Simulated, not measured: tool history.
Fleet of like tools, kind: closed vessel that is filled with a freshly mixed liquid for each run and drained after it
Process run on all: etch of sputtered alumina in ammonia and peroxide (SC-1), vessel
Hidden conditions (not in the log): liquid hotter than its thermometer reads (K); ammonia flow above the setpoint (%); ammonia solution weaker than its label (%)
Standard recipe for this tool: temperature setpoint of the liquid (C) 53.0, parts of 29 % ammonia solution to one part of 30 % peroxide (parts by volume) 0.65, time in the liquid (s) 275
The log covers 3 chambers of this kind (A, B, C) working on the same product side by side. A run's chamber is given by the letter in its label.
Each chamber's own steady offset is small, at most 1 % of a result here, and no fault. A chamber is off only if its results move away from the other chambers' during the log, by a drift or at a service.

run,hour,temperature setpoint of the liquid (C),parts of 29 % ammonia solution to one part of 30 % peroxide (parts by volume),time in the liquid (s),hours since the thermometer was replaced,hours since the ammonia flow meter was replaced,hours since the drum of ammonia solution was connected,"read-back film thickness of the sputtered alumina reference wafer, read on the same gauge (nm)",thickness taken off the sputtered alumina on a monitor wafer (nm)
1C,10.0,53.0,0.65,275,1272.7,350.6,164.8,89.988,20.533
2A,22.8,53.0,0.65,275,1370.7,794.0,379.3,89.984,20.295
3B,32.4,53.0,0.65,275,551.2,1083.8,563.5,89.993,20.414
4C,44.5,53.0,0.65,275,1307.2,385.1,199.3,89.997,20.652
5B,54.3,53.0,0.65,275,573.1,1105.7,585.4,89.996,20.306
6A,63.1,53.0,0.65,275,1411.0,834.3,419.6,90.010,20.470
7B,78.7,53.0,0.40,380,597.5,1130.1,609.8,90.015,26.910
8A,88.2,53.0,0.40,380,1436.1,859.4,444.7,90.002,26.860
# hour 100.0: chamber C: ammonia flow meter replaced
9C,100.1,53.0,0.40,380,1362.8,0.1,254.9,89.979,27.280
10C,108.7,53.0,0.65,275,1371.4,8.7,263.5,90.008,20.703
11A,122.5,53.0,0.65,275,1470.4,893.7,479.0,90.012,20.533
12B,137.6,53.0,0.65,275,656.4,1189.0,668.7,90.018,20.106
13A,144.9,58.0,0.85,275,1492.8,916.1,501.4,90.014,27.016
# hour 147.0: chamber B: ammonia flow meter replaced
14C,155.7,58.0,0.85,275,1418.4,55.7,310.5,89.996,27.648
15B,170.7,58.0,0.85,275,689.5,23.8,701.8,89.984,27.442
16A,179.0,53.0,0.65,275,1526.9,950.2,535.5,89.990,20.423
# hour 183.9: chamber A: new drum of ammonia solution connected
17C,192.0,53.0,0.65,275,1454.7,92.0,346.8,90.015,20.635
18B,202.0,53.0,0.65,275,720.8,55.1,733.1,89.985,20.265
19A,217.7,53.0,0.65,275,1565.6,988.9,33.8,89.989,20.223
20B,230.1,44.5,0.80,275,748.9,83.2,761.2,90.012,12.790
21C,238.4,44.5,0.80,275,1501.1,138.4,393.2,89.981,13.103
22B,246.4,44.5,0.80,275,765.2,99.5,777.5,90.018,12.882
# hour 254.4: chamber A: ammonia flow meter replaced
23C,258.4,53.0,0.65,275,1521.1,158.4,413.2,89.986,20.602
24A,273.2,53.0,0.65,275,1621.1,18.8,89.3,90.024,20.414
25A,289.1,53.0,0.65,275,1637.0,34.7,105.2,89.984,20.421
26B,302.9,53.0,0.65,275,821.7,156.0,834.0,89.972,20.393
27C,314.7,53.0,0.65,275,1577.4,214.7,469.5,89.992,20.542
28C,321.6,53.0,0.65,275,1584.3,221.6,476.4,90.015,20.616
29A,334.3,53.0,0.65,275,1682.2,79.9,150.4,90.014,20.395
30B,341.3,57.5,0.65,275,860.1,194.4,872.4,89.994,25.874
31A,353.2,57.5,0.65,275,1701.1,98.8,169.3,90.007,25.628
# hour 356.9: chamber B: new drum of ammonia solution connected
32C,365.2,57.5,0.65,275,1627.9,265.2,520.0,89.980,26.129
33B,379.5,53.0,0.65,275,898.3,232.6,22.7,90.012,20.295
34A,387.5,53.0,0.75,275,1735.4,133.1,203.6,89.986,20.683
35B,397.5,53.0,0.75,275,916.3,250.6,40.7,90.016,20.564
36C,405.9,53.0,0.75,275,1668.6,305.9,560.7,90.009,20.849

All 3 chambers run these settings next. Forecast each chamber's results:
37A,417.4,53.0,0.65,275,,,,,?
37B,417.4,53.0,0.65,275,,,,,?
37C,417.4,53.0,0.65,275,,,,,?

run,thickness taken off the sputtered alumina on a monitor wafer (nm)
37A,20.408
37B,20.304
37C,20.755

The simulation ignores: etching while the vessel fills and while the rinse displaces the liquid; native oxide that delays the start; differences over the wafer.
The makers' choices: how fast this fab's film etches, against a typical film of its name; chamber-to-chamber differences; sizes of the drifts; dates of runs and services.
